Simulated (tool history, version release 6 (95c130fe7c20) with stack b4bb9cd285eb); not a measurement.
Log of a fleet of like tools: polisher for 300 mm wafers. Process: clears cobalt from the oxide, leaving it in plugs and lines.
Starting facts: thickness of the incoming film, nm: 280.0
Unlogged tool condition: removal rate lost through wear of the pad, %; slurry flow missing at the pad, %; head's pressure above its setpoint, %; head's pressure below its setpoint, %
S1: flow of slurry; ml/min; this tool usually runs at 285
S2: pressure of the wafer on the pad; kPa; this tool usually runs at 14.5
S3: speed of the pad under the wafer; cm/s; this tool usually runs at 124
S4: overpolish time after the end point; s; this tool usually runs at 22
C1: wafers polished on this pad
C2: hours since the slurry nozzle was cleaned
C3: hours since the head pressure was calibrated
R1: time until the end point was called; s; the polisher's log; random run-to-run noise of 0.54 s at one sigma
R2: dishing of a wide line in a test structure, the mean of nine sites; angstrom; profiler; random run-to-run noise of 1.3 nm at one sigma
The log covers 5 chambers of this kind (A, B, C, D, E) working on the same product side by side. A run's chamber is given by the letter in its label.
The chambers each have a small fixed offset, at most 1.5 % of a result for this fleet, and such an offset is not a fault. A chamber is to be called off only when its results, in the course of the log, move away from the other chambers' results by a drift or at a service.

run,hour,S1,S2,S3,S4,C1,C2,C3,R1,R2
1C,3.3,285,14.5,124,22,1149,193.8,207.9,53.228,549.18
# hour 5.3: chamber C: worn pad replaced by a new one
2B,8.0,285,14.5,124,22,217,25.3,591.0,52.645,534.59
3E,11.9,285,14.5,124,22,446,118.3,184.1,52.008,557.83
4A,15.7,285,14.5,124,22,604,159.7,106.0,52.563,551.23
5D,18.8,285,14.5,124,22,443,158.4,483.9,53.759,536.01
6B,22.0,285,14.5,124,22,350,39.3,605.0,52.814,536.78
7C,25.4,285,14.5,124,22,191,215.9,230.0,51.632,550.85
8A,31.0,285,14.5,124,22,750,175.0,121.3,51.687,536.45
# hour 36.9: chamber C: slurry nozzle cleaned
9D,37.0,285,14.5,124,22,616,176.6,502.1,54.111,552.65
10E,40.1,285,14.5,124,22,714,146.5,212.3,51.849,560.25
11A,46.5,285,14.5,124,22,897,190.5,136.8,52.654,544.34
# hour 51.1: chamber E: worn pad replaced by a new one
12B,51.6,285,14.5,124,22,632,68.9,634.6,52.877,546.92
13C,57.4,285,14.5,124,22,496,20.5,262.0,52.908,541.19
14D,62.6,230,10.3,124,22,860,202.2,527.7,78.314,459.90
15E,69.2,230,10.3,124,22,172,175.6,241.4,73.856,484.87
16D,75.8,230,10.3,124,22,985,215.4,540.9,76.476,438.99
17B,81.3,230,10.3,124,22,914,98.6,664.3,74.873,494.16
18C,87.2,230,10.3,124,22,779,50.3,291.8,72.995,481.50
# hour 90.9: chamber A: worn pad replaced by a new one
19A,91.3,285,14.5,124,22,4,235.3,181.6,52.128,543.26
20E,94.7,285,14.5,124,22,414,201.1,266.9,52.143,508.46
21C,97.9,285,14.5,124,22,880,61.0,302.5,52.850,514.31
22A,103.3,285,14.5,124,22,118,247.3,193.6,51.936,536.79
23D,106.2,285,14.5,124,22,1274,245.8,571.3,55.288,542.70
24E,109.6,285,14.5,124,22,556,216.0,281.8,51.611,548.11
# hour 113.9: chamber B: worn pad replaced by a new one
25B,113.9,285,14.5,124,22,0,131.2,696.9,52.038,543.93
26D,117.3,285,14.5,124,22,1380,256.9,582.4,56.686,549.29
# hour 120.5: chamber B: head pressure recalibrated
27E,121.1,285,14.5,124,22,665,227.5,293.3,52.057,535.41
28A,124.6,285,14.5,124,22,320,268.6,214.9,51.654,566.53
# hour 127.7: chamber E: worn pad replaced by a new one
29C,130.3,285,14.5,124,22,1188,93.4,334.9,52.114,527.67
# hour 131.0: chamber C: worn pad replaced by a new one
30B,135.1,285,14.5,124,22,201,152.4,14.6,51.221,536.49
31A,141.2,285,14.5,124,22,478,285.2,231.5,52.777,529.02
32B,146.2,285,14.5,124,22,307,163.5,25.7,52.917,553.01
33E,150.3,285,14.5,124,22,215,256.7,322.5,51.258,537.36
34C,155.4,285,14.5,124,22,232,118.5,360.0,53.362,554.56
35D,161.5,285,14.5,102,27,1800,301.1,626.6,69.762,541.25
36B,165.2,285,14.5,102,27,487,182.5,44.7,63.939,542.39
37D,171.7,285,14.5,102,27,1897,311.3,636.8,70.185,528.81

Next, all 5 chambers run the settings below, one line each with question marks for the results. What does each chamber give?
38A,176.6,285,11.7,124,22,,,,?,?
38B,176.6,285,11.7,124,22,,,,?,?
38C,176.6,285,11.7,124,22,,,,?,?
38D,176.6,285,11.7,124,22,,,,?,?
38E,176.6,285,11.7,124,22,,,,?,?

run,R1,R2
38A,64.896,483.84
38B,66.242,498.14
38C,64.497,489.78
38D,71.400,471.44
38E,64.697,510.15

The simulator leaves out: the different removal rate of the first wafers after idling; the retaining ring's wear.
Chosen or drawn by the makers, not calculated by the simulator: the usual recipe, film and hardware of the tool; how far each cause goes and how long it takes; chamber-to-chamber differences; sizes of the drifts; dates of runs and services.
